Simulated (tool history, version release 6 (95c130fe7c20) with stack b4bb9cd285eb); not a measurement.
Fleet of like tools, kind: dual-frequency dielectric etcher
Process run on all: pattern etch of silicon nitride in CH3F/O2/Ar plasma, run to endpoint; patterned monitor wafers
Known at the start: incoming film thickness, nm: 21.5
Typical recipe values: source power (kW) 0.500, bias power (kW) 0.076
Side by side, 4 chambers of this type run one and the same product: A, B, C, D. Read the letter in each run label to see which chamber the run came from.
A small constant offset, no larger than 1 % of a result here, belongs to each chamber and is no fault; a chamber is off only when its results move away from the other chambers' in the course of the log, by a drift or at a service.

Run 1D, hour 6.7: usual settings. Result: endpoint time (s) 27.996.
Run 2B, hour 17.5: usual settings. Result: endpoint time (s) 28.240.
Run 3A, hour 30.3: usual settings. Result: endpoint time (s) 28.082.
Run 4C, hour 38.5: usual settings. Result: endpoint time (s) 28.024.
Run 5D, hour 50.4: usual settings. Result: endpoint time (s) 27.819.
Run 6B, hour 62.8: usual settings. Result: endpoint time (s) 28.039.
Run 7A, hour 73.2: usual settings. Result: endpoint time (s) 28.092.
Run 8C, hour 84.2: usual settings. Result: endpoint time (s) 27.957.
Run 9B, hour 93.5: usual settings. Result: endpoint time (s) 28.241.
Run 10A, hour 102.5: usual settings but source power (kW) 0.390, bias power (kW) 0.068. Result: endpoint time (s) 31.945.
Run 11D, hour 112.1: usual settings but source power (kW) 0.390, bias power (kW) 0.068. Result: endpoint time (s) 31.872.
At hour 113.6: chamber D: wet clean of the chamber.
Run 12C, hour 119.5: usual settings but source power (kW) 0.390, bias power (kW) 0.068. Result: endpoint time (s) 31.937.
Run 13B, hour 130.3: usual settings but source power (kW) 0.390, bias power (kW) 0.068. Result: endpoint time (s) 32.162.
Run 14D, hour 141.0: usual settings. Result: endpoint time (s) 27.771.
Run 15C, hour 148.6: usual settings. Result: endpoint time (s) 27.854.
Run 16A, hour 160.2: usual settings. Result: endpoint time (s) 28.016.
Run 17C, hour 172.8: usual settings. Result: endpoint time (s) 27.934.
Run 18D, hour 186.5: usual settings. Result: endpoint time (s) 27.815.
Run 19B, hour 198.8: usual settings. Result: endpoint time (s) 28.307.
Run 20A, hour 206.3: usual settings. Result: endpoint time (s) 28.031.
Run 21C, hour 213.7: usual settings. Result: endpoint time (s) 27.797.
Run 22D, hour 226.5: usual settings. Result: endpoint time (s) 27.868.
Run 23B, hour 234.5: usual settings. Result: endpoint time (s) 28.192.
Run 24A, hour 248.8: usual settings. Result: endpoint time (s) 27.987.
Run 25C, hour 257.9: usual settings. Result: endpoint time (s) 27.944.
Run 26A, hour 268.1: usual settings but source power (kW) 0.450. Result: endpoint time (s) 29.009.
Run 27B, hour 275.4: usual settings but source power (kW) 0.450. Result: endpoint time (s) 29.670.
Run 28D, hour 285.5: usual settings but source power (kW) 0.450. Result: endpoint time (s) 29.036.
Run 29B, hour 297.0: usual settings but source power (kW) 0.450. Result: endpoint time (s) 29.706.
Run 30D, hour 305.6: usual settings. Result: endpoint time (s) 27.731.
Run 31C, hour 318.2: usual settings. Result: endpoint time (s) 28.032.
Run 32A, hour 326.3: usual settings. Result: endpoint time (s) 27.946.
Run 33B, hour 337.6: usual settings but bias power (kW) 0.063. Result: endpoint time (s) 30.381.
Run 34A, hour 344.9: usual settings but bias power (kW) 0.063. Result: endpoint time (s) 29.935.
Run 35D, hour 358.0: usual settings but bias power (kW) 0.063. Result: endpoint time (s) 29.624.
Run 36C, hour 367.3: usual settings but bias power (kW) 0.063. Result: endpoint time (s) 29.865.
Run 37C, hour 378.6: usual settings. Result: endpoint time (s) 27.775.
At hour 379.6: chamber B: bias power generator calibrated.
Run 38A, hour 387.9: usual settings. Result: endpoint time (s) 28.120.
At hour 393.4: chamber A: wet clean of the chamber.
Run 39D, hour 397.3: usual settings. Result: endpoint time (s) 27.729.
Run 40B, hour 409.7: usual settings. Result: endpoint time (s) 28.712.
Run 41A, hour 416.5: usual settings. Result: endpoint time (s) 28.089.
Run 42B, hour 429.9: usual settings. Result: endpoint time (s) 28.831.
Run 43C, hour 440.1: usual settings. Result: endpoint time (s) 27.973.

Is one chamber out of step, is the gauge drifting, or do the chambers differ by no more than their own small offsets? For an off chamber, give its letter and the likeliest cause.

Little by little, chamber B moves away from the other chambers.
Cause: etch rate under this chamber's usual, % = 2.4.
The log might look much the same if the cause were instead: source power that arrives under what is set, %.

Here are 4 candidates for chamber B's next run, each the usual settings with a change, their results left as question marks. Which one brings its results back in line with what the others give on the usual settings?
Maximum distance from the other chambers' mean on the usual settings for a result to count as in line: endpoint time (s) 0.310
Run 44B-1, hour 450.5: usual settings but source power (kW) 0.520, bias power (kW) 0.079. Result: endpoint time (s) ?.
Run 44B-2, hour 450.5: usual settings but bias power (kW) 0.078. Result: endpoint time (s) ?.
Run 44B-3, hour 450.5: usual settings but source power (kW) 0.490, bias power (kW) 0.075. Result: endpoint time (s) ?.
Run 44B-4, hour 450.5: usual settings but bias power (kW) 0.069. Result: endpoint time (s) ?.

Other chambers, usual settings, mean: endpoint time (s) 27.941
  run  endpoint time (s)
44B-1             27.996
44B-2             28.545
44B-3             29.153
44B-4             29.741
The answer is 44B-1, which returns the chamber to within the allowed miss of the others.
